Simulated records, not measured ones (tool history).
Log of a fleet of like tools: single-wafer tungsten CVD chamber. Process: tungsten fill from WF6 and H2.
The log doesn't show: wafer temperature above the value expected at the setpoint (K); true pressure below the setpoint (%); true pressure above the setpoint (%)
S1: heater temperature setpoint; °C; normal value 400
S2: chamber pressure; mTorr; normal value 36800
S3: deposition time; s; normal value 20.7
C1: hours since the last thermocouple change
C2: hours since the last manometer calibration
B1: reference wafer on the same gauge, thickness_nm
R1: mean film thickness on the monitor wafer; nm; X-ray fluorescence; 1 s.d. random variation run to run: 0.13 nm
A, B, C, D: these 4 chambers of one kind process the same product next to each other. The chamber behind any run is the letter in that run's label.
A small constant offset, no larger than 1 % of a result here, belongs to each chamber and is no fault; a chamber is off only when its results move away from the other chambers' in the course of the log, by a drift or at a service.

Run 1B, hour 13.6: usual settings; C1 2458.5; C2 1222.8; B1 60.915. Result: R1 65.970 nm.
Run 2A, hour 24.7: usual settings; C1 402.5; C2 843.6; B1 60.874. Result: R1 65.542 nm.
Run 3D, hour 34.1: usual settings; C1 579.3; C2 2675.7; B1 60.888. Result: R1 65.768 nm.
Run 4C, hour 40.5: usual settings; C1 329.7; C2 2011.8; B1 60.920. Result: R1 65.537 nm.
Run 5D, hour 49.8: usual settings; C1 595.0; C2 2691.4; B1 60.908. Result: R1 65.603 nm.
Run 6C, hour 62.9: usual settings but S1 388 °C; C1 352.1; C2 2034.2; B1 60.902. Result: R1 52.408 nm.
Run 7A, hour 74.9: usual settings but S1 388 °C; C1 452.7; C2 893.8; B1 60.916. Result: R1 52.202 nm.
At hour 80.5: chamber D: capacitance manometer re-zeroed and calibrated.
Run 8B, hour 84.8: usual settings but S1 388 °C; C1 2529.7; C2 1294.0; B1 60.914. Result: R1 52.596 nm.
Run 9D, hour 99.0: usual settings but S1 388 °C; C1 644.2; C2 18.5; B1 60.923. Result: R1 52.366 nm.
Run 10C, hour 109.5: usual settings; C1 398.7; C2 2080.8; B1 60.942. Result: R1 66.207 nm.
Run 11A, hour 117.2: usual settings; C1 495.0; C2 936.1; B1 60.882. Result: R1 65.493 nm.
Run 12B, hour 125.2: usual settings; C1 2570.1; C2 1334.4; B1 60.886. Result: R1 66.291 nm.
Run 13A, hour 136.8: usual settings; C1 514.6; C2 955.7; B1 60.867. Result: R1 65.616 nm.
Run 14C, hour 145.9: usual settings; C1 435.1; C2 2117.2; B1 60.881. Result: R1 66.032 nm.
Run 15D, hour 152.9: usual settings; C1 698.1; C2 72.4; B1 60.916. Result: R1 65.573 nm.
Run 16B, hour 163.4: usual settings; C1 2608.3; C2 1372.6; B1 60.866. Result: R1 66.096 nm.
Run 17C, hour 176.8: usual settings; C1 466.0; C2 2148.1; B1 60.947. Result: R1 65.910 nm.
Run 18D, hour 187.2: usual settings; C1 732.4; C2 106.7; B1 60.893. Result: R1 65.861 nm.
Run 19A, hour 200.0: usual settings; C1 577.8; C2 1018.9; B1 60.932. Result: R1 65.613 nm.
At hour 201.5: chamber B: thermocouple changed; heater temperature recalibrated.
At hour 207.4: chamber A: capacitance manometer re-zeroed and calibrated.
Run 20B, hour 210.3: usual settings; C1 8.9; C2 1419.5; B1 60.934. Result: R1 66.228 nm.
Run 21D, hour 216.8: usual settings; C1 762.0; C2 136.3; B1 60.912. Result: R1 65.770 nm.
Run 22C, hour 224.2: usual settings; C1 513.4; C2 2195.5; B1 60.911. Result: R1 65.930 nm.
Run 23A, hour 234.4: usual settings; C1 612.2; C2 27.0; B1 60.873. Result: R1 65.722 nm.
At hour 241.9: chamber C: capacitance manometer re-zeroed and calibrated.
Run 24B, hour 245.4: usual settings; C1 44.0; C2 1454.6; B1 60.884. Result: R1 66.061 nm.
Run 25C, hour 253.7: usual settings; C1 542.9; C2 11.9; B1 60.940. Result: R1 65.826 nm.
Run 26B, hour 265.7: usual settings; C1 64.3; C2 1474.9; B1 60.892. Result: R1 65.931 nm.
Run 27A, hour 276.3: usual settings but S3 22.7 s; C1 654.1; C2 68.9; B1 60.906. Result: R1 72.157 nm.
Run 28D, hour 286.9: usual settings but S3 22.7 s; C1 832.1; C2 206.4; B1 60.919. Result: R1 72.014 nm.
Run 29C, hour 299.7: usual settings but S3 22.7 s; C1 588.9; C2 57.9; B1 60.934. Result: R1 72.110 nm.
Run 30D, hour 310.4: usual settings but S3 22.7 s; C1 855.6; C2 229.9; B1 60.926. Result: R1 71.952 nm.
Run 31A, hour 317.7: usual settings; C1 695.5; C2 110.3; B1 60.891. Result: R1 65.381 nm.

Is one chamber out of step, is the gauge drifting, or do the chambers differ by no more than their own small offsets? For an off chamber, give its letter and the likeliest cause.

Neither any chamber nor the gauge drifts; the chambers differ only by their own small, steady offsets.

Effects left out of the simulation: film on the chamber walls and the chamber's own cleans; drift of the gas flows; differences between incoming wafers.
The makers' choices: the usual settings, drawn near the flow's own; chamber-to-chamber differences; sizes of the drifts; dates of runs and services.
